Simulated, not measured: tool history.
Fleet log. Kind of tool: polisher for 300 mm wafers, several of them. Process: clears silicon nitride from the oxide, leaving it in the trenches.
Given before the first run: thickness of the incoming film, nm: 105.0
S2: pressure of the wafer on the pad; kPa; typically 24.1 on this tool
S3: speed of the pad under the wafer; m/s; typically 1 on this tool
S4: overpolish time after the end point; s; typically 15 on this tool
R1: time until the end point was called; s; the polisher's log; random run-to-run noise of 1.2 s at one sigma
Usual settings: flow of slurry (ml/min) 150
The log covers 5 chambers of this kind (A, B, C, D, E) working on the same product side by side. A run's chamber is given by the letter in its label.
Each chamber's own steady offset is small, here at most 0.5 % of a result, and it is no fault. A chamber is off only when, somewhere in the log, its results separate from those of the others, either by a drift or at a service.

Run 1B, hour 6.2: usual settings. Result: R1 95.074 s.
Run 2C, hour 12.2: usual settings. Result: R1 93.767 s.
Run 3E, hour 18.8: usual settings. Result: R1 93.746 s.
Run 4D, hour 23.3: usual settings. Result: R1 95.823 s.
At hour 29.1: chamber D: worn pad replaced by a new one.
Run 5A, hour 29.2: usual settings. Result: R1 93.204 s.
Run 6E, hour 32.7: usual settings. Result: R1 94.3 s.
At hour 33.9: chamber E: worn pad replaced by a new one.
Run 7B, hour 36.2: usual settings. Result: R1 94.432 s.
Run 8A, hour 39.8: usual settings but flow of slurry (ml/min) 110. Result: R1 103.15 s.
Run 9D, hour 44.2: usual settings but flow of slurry (ml/min) 110. Result: R1 100.96 s.
Run 10C, hour 50.4: usual settings but flow of slurry (ml/min) 110. Result: R1 102.79 s.
At hour 53.3: chamber B: worn pad replaced by a new one.
Run 11C, hour 56.3: usual settings but flow of slurry (ml/min) 110. Result: R1 102.5 s.
At hour 57.5: chamber A: worn pad replaced by a new one.
Run 12A, hour 61.3: usual settings but flow of slurry (ml/min) 110. Result: R1 100.51 s.
At hour 62.3: chamber C: head pressure recalibrated.
Run 13E, hour 68.2: usual settings but S4 21 s. Result: R1 93.866 s.
At hour 72.9: chamber B: slurry nozzle cleaned.
Run 14D, hour 73.7: usual settings but S4 21 s. Result: R1 94.566 s.
Run 15B, hour 80.8: usual settings but S4 21 s. Result: R1 95.65 s.
At hour 82.9: chamber D: worn pad replaced by a new one.
At hour 83: chamber C: worn pad replaced by a new one.
Run 16C, hour 84.5: usual settings but S4 21 s. Result: R1 99.406 s.
Run 17E, hour 90.2: usual settings but S4 21 s. Result: R1 93.347 s.
Run 18D, hour 95.5: usual settings but flow of slurry (ml/min) 185, S2 16.5 kPa. Result: R1 132.21 s.
Run 19A, hour 98.9: usual settings but flow of slurry (ml/min) 185, S2 16.5 kPa. Result: R1 136.16 s.
At hour 99.3: chamber E: worn pad replaced by a new one.
At hour 100.6: chamber B: worn pad replaced by a new one.
Run 20B, hour 103.9: usual settings but flow of slurry (ml/min) 185, S2 16.5 kPa. Result: R1 134.99 s.
Run 21E, hour 109.9: usual settings but flow of slurry (ml/min) 185, S2 16.5 kPa. Result: R1 134.47 s.
Run 22B, hour 116.3: usual settings but flow of slurry (ml/min) 185, S2 16.5 kPa. Result: R1 132.61 s.
Run 23A, hour 122.6: usual settings. Result: R1 93.273 s.
Run 24C, hour 129: usual settings. Result: R1 99.255 s.
At hour 130.1: chamber D: worn pad replaced by a new one.
At hour 134.5: chamber D: slurry nozzle cleaned.
Run 25D, hour 134.9: usual settings. Result: R1 93.203 s.
Run 26A, hour 139: usual settings but S4 24 s. Result: R1 94.83 s.
Run 27D, hour 142.9: usual settings but S4 24 s. Result: R1 95.077 s.
Run 28C, hour 147: usual settings but S4 24 s. Result: R1 102.75 s.
At hour 149.9: chamber B: worn pad replaced by a new one.
Run 29B, hour 150.8: usual settings but S4 24 s. Result: R1 95.487 s.
Run 30E, hour 154.3: usual settings but S4 24 s. Result: R1 96.823 s.
Run 31A, hour 161.1: usual settings. Result: R1 94.429 s.
Run 32C, hour 167.2: usual settings but S2 20.7 kPa, S3 1.2 m/s. Result: R1 97.947 s.

Has any chamber moved away from the others, gradually or after a service, or does the common gauge drift, or do the chambers differ only by their own small steady offsets? State the chamber and the most likely cause if one applies.

Chamber C has stood off from the others ever since a service on it.
Cause: head's pressure below its setpoint, % = 6.38.

Chamber C could run next with any of the 4 candidate recipes listed below; each alters the usual settings, and their results appear as question marks. Which one brings its results back in line with what the other chambers deliver on the usual settings?
Counts as in line when no further than this from what the other chambers average on the usual settings: R1 4.2 s
Run 33C-1, hour 172.3: usual settings but S3 1.14 m/s. Result: R1 ?.
Run 33C-2, hour 172.3: usual settings but S2 22.8 kPa, S3 0.92 m/s. Result: R1 ?.
Run 33C-3, hour 172.3: usual settings but S3 0.94 m/s. Result: R1 ?.
Run 33C-4, hour 172.3: usual settings but S2 25.5 kPa. Result: R1 ?.

What the other chambers average on the usual settings: R1 94.577 s
  run      R1
33C-1  88.337
33C-2  115.83
33C-3     107
33C-4  95.259
With 33C-4, the chamber falls back in line with the rest.
